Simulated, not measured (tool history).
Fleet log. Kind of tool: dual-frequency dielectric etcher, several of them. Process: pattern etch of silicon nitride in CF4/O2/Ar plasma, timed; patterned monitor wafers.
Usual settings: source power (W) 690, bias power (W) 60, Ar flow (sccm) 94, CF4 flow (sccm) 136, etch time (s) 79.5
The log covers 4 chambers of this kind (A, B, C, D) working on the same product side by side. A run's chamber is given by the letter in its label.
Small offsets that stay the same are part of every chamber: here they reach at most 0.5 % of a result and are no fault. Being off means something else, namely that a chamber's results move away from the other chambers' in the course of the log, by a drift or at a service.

| run | hour | source power (W) | bias power (W) | Ar flow (sccm) | CF4 flow (sccm) | etch time (s) | read-back reference wafer on the same gauge, depth_nm | mean etch depth across the wafer (nm) |
|---|---|---|---|---|---|---|---|---|
|  | 0.3 | chamber C: wet clean of the chamber |
| 1C | 3.2 | 690 | 60 | 94 | 136 | 79.5 | 216.95 | 223.52 |
| 2D | 7.2 | 690 | 60 | 94 | 136 | 79.5 | 217.44 | 221.29 |
| 3B | 12.2 | 690 | 60 | 94 | 136 | 79.5 | 216.95 | 226.85 |
| 4A | 17.8 | 690 | 60 | 94 | 136 | 79.5 | 217.12 | 222.49 |
| 5C | 22.7 | 690 | 60 | 94 | 136 | 79.5 | 217.42 | 220.7 |
| 6B | 28 | 690 | 60 | 94 | 136 | 79.5 | 217.11 | 222.34 |
| 7D | 32 | 690 | 60 | 94 | 136 | 79.5 | 217.01 | 221.61 |
| 8A | 36 | 690 | 60 | 94 | 136 | 79.5 | 217.14 | 220.95 |
| 9D | 41.9 | 690 | 60 | 94 | 126 | 94.5 | 216.9 | 261.72 |
| 10A | 46.4 | 690 | 60 | 94 | 126 | 94.5 | 217.3 | 260.94 |
| 11B | 49.2 | 690 | 60 | 94 | 126 | 94.5 | 216.92 | 265.84 |
| 12C | 51.9 | 690 | 60 | 94 | 126 | 94.5 | 216.84 | 259.26 |
| 13B | 57.1 | 690 | 60 | 94 | 136 | 79.5 | 216.99 | 222.95 |
| 14A | 60 | 620 | 60 | 94 | 136 | 79.5 | 217.12 | 205.14 |
|  | 63.1 | chamber B: wet clean of the chamber |
| 15C | 65.1 | 620 | 60 | 94 | 136 | 79.5 | 216.65 | 205.22 |
| 16D | 69.9 | 620 | 60 | 94 | 136 | 79.5 | 217.37 | 201.47 |
| 17A | 74.2 | 620 | 60 | 94 | 136 | 79.5 | 217.1 | 201.5 |
| 18D | 78.7 | 770 | 60 | 79 | 136 | 79.5 | 217.29 | 246.2 |
| 19B | 82.7 | 770 | 60 | 79 | 136 | 79.5 | 217.01 | 251.82 |
| 20C | 85.8 | 770 | 60 | 79 | 136 | 79.5 | 217.01 | 249.54 |
| 21A | 90.3 | 770 | 60 | 79 | 136 | 79.5 | 216.77 | 251.26 |
| 22C | 93.1 | 690 | 60 | 94 | 136 | 79.5 | 217.16 | 222.22 |
| 23D | 96.2 | 690 | 60 | 94 | 136 | 60 | 217.11 | 166.58 |
|  | 96.7 | chamber D: wet clean of the chamber |
| 24B | 99.3 | 690 | 60 | 94 | 136 | 60 | 216.63 | 169.84 |
| 25D | 103 | 690 | 60 | 94 | 136 | 60 | 217.36 | 165.17 |
| 26A | 108.6 | 690 | 60 | 94 | 136 | 60 | 216.88 | 167.17 |
| 27B | 112.8 | 790 | 49 | 94 | 136 | 79.5 | 216.84 | 235.91 |
| 28C | 117.8 | 790 | 49 | 94 | 136 | 79.5 | 217.28 | 235.66 |
|  | 118.6 | chamber A: wet clean of the chamber |
| 29B | 121 | 790 | 49 | 94 | 136 | 79.5 | 217.15 | 234.65 |
| 30A | 124.5 | 790 | 49 | 94 | 136 | 79.5 | 217.2 | 232.34 |
| 31D | 128.2 | 690 | 60 | 94 | 136 | 79.5 | 217.2 | 219.36 |
| 32C | 134 | 690 | 60 | 94 | 136 | 79.5 | 216.87 | 222.95 |
|  | 136.9 | chamber C: source power generator calibrated |
| 33D | 138.6 | 690 | 65 | 94 | 136 | 65 | 216.96 | 184.43 |
| 34B | 142.9 | 690 | 65 | 94 | 136 | 65 | 216.94 | 187.38 |
| 35A | 146.7 | 690 | 65 | 94 | 136 | 65 | 216.91 | 186.34 |
| 36C | 151.7 | 690 | 65 | 94 | 136 | 65 | 217.03 | 187.33 |
| 37B | 155.7 | 690 | 60 | 94 | 136 | 79.5 | 217.12 | 224.52 |
| 38D | 159.2 | 690 | 60 | 94 | 136 | 79.5 | 216.81 | 214.94 |

All 4 chambers run these settings next. Forecast each chamber's results:
| 39A | 163.5 | 690 | 60 | 80 | 136 | 79.5 |  | ? |
| 39B | 163.5 | 690 | 60 | 80 | 136 | 79.5 |  | ? |
| 39C | 163.5 | 690 | 60 | 80 | 136 | 79.5 |  | ? |
| 39D | 163.5 | 690 | 60 | 80 | 136 | 79.5 |  | ? |

| run | mean etch depth across the wafer (nm) |
|---|---|
| 39A | 223.95 |
| 39B | 227.02 |
| 39C | 223.92 |
| 39D | 221.38 |
